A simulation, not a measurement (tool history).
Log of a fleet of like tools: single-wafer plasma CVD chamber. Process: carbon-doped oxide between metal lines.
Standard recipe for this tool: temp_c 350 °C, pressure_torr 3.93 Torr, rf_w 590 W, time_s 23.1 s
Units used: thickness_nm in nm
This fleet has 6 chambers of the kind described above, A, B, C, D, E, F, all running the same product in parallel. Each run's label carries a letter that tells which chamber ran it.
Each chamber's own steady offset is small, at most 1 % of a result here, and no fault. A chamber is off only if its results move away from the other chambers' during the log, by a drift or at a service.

| run | day | temp_c | pressure_torr | rf_w | time_s | read-back reference wafer on the same gauge, thickness_nm | thickness_nm |
|---|---|---|---|---|---|---|---|
| 1F | 0.338 | 350 | 3.93 | 590 | 23.1 | 113.03 | 126.68 |
| 2A | 0.583 | 350 | 3.93 | 590 | 23.1 | 112.87 | 125.75 |
| 3E | 0.962 | 350 | 3.93 | 590 | 23.1 | 113 | 127.59 |
| 4D | 1.358 | 350 | 3.93 | 590 | 23.1 | 113.01 | 127.09 |
| 5C | 1.708 | 350 | 3.93 | 590 | 23.1 | 113.09 | 126.87 |
| 6B | 2.108 | 350 | 3.93 | 590 | 23.1 | 113.01 | 128.37 |
|  | 2.267 | chamber B: thermocouple changed; heater temperature recalibrated |
| 7A | 2.312 | 350 | 3.93 | 590 | 23.1 | 112.97 | 127.64 |
| 8B | 2.55 | 350 | 3.93 | 590 | 23.1 | 113.02 | 127.67 |
| 9C | 2.762 | 350 | 3.93 | 590 | 23.1 | 112.97 | 127.64 |
| 10D | 3 | 350 | 3.93 | 590 | 23.1 | 112.94 | 128.39 |
|  | 3.117 | chamber D: thermocouple changed; heater temperature recalibrated |
| 11F | 3.208 | 350 | 3.93 | 590 | 23.1 | 112.9 | 126.33 |
| 12E | 3.5 | 350 | 3.93 | 590 | 23.1 | 113.06 | 127.18 |
|  | 3.842 | chamber E: RF generator calibrated |
| 13A | 3.921 | 350 | 3.93 | 650 | 25.6 | 112.86 | 148.48 |
| 14D | 4.175 | 350 | 3.93 | 650 | 25.6 | 113.09 | 150.24 |
| 15E | 4.375 | 350 | 3.93 | 650 | 25.6 | 112.96 | 148.5 |
| 16B | 4.629 | 350 | 3.93 | 650 | 25.6 | 113.06 | 149.77 |
|  | 4.912 | chamber A: RF generator calibrated |
| 17F | 5.075 | 350 | 3.93 | 650 | 25.6 | 113 | 146.57 |
| 18C | 5.396 | 350 | 3.93 | 650 | 25.6 | 112.93 | 148.78 |
| 19C | 5.638 | 350 | 3.93 | 590 | 23.1 | 113.05 | 127.36 |
|  | 5.85 | chamber B: capacitance manometer re-zeroed and calibrated |
| 20D | 5.958 | 350 | 3.93 | 590 | 23.1 | 113.05 | 128.09 |
| 21E | 6.212 | 350 | 3.93 | 590 | 23.1 | 112.95 | 128.3 |
| 22A | 6.521 | 350 | 3.93 | 590 | 23.1 | 113.08 | 126.83 |
| 23B | 6.8 | 337 | 3.59 | 590 | 23.1 | 112.92 | 131.55 |
|  | 6.833 | chamber F: RF generator calibrated |
|  | 7.038 | chamber E: capacitance manometer re-zeroed and calibrated |
| 24F | 7.071 | 337 | 3.59 | 590 | 23.1 | 113.06 | 130.7 |
| 25B | 7.454 | 337 | 3.59 | 590 | 23.1 | 112.97 | 130.9 |
| 26F | 7.729 | 337 | 3.59 | 590 | 23.1 | 112.99 | 129.33 |
| 27D | 8.092 | 337 | 3.59 | 590 | 23.1 | 112.93 | 131.94 |
| 28C | 8.308 | 337 | 3.59 | 590 | 23.1 | 112.96 | 131.32 |
| 29A | 8.596 | 350 | 3.93 | 590 | 23.1 | 112.93 | 125.97 |
| 30E | 8.879 | 350 | 3.93 | 590 | 23.1 | 113.01 | 126.5 |
| 31D | 9.3 | 350 | 3.93 | 590 | 23.1 | 112.99 | 128.04 |
| 32E | 9.767 | 350 | 3.93 | 590 | 23.1 | 112.98 | 127.98 |
| 33C | 10.062 | 350 | 3.93 | 590 | 23.1 | 112.96 | 126.92 |
| 34B | 10.512 | 356 | 3.93 | 590 | 23.1 | 113.09 | 124.1 |
| 35F | 10.9 | 356 | 3.93 | 590 | 23.1 | 112.97 | 124.59 |
| 36A | 11.112 | 356 | 3.93 | 590 | 23.1 | 113.07 | 124.9 |
| 37E | 11.567 | 356 | 3.93 | 590 | 23.1 | 113.04 | 125.11 |

Next, all 6 chambers run the settings below, one line each with question marks for the results. What does each chamber give?
| 38A | 11.9 | 350 | 3.93 | 655 | 23.1 |  | ? |
| 38B | 11.9 | 350 | 3.93 | 655 | 23.1 |  | ? |
| 38C | 11.9 | 350 | 3.93 | 655 | 23.1 |  | ? |
| 38D | 11.9 | 350 | 3.93 | 655 | 23.1 |  | ? |
| 38E | 11.9 | 350 | 3.93 | 655 | 23.1 |  | ? |
| 38F | 11.9 | 350 | 3.93 | 655 | 23.1 |  | ? |

| run | thickness_nm |
|---|---|
| 38A | 135.46 |
| 38B | 136.63 |
| 38C | 135.53 |
| 38D | 136.08 |
| 38E | 134.92 |
| 38F | 134.09 |

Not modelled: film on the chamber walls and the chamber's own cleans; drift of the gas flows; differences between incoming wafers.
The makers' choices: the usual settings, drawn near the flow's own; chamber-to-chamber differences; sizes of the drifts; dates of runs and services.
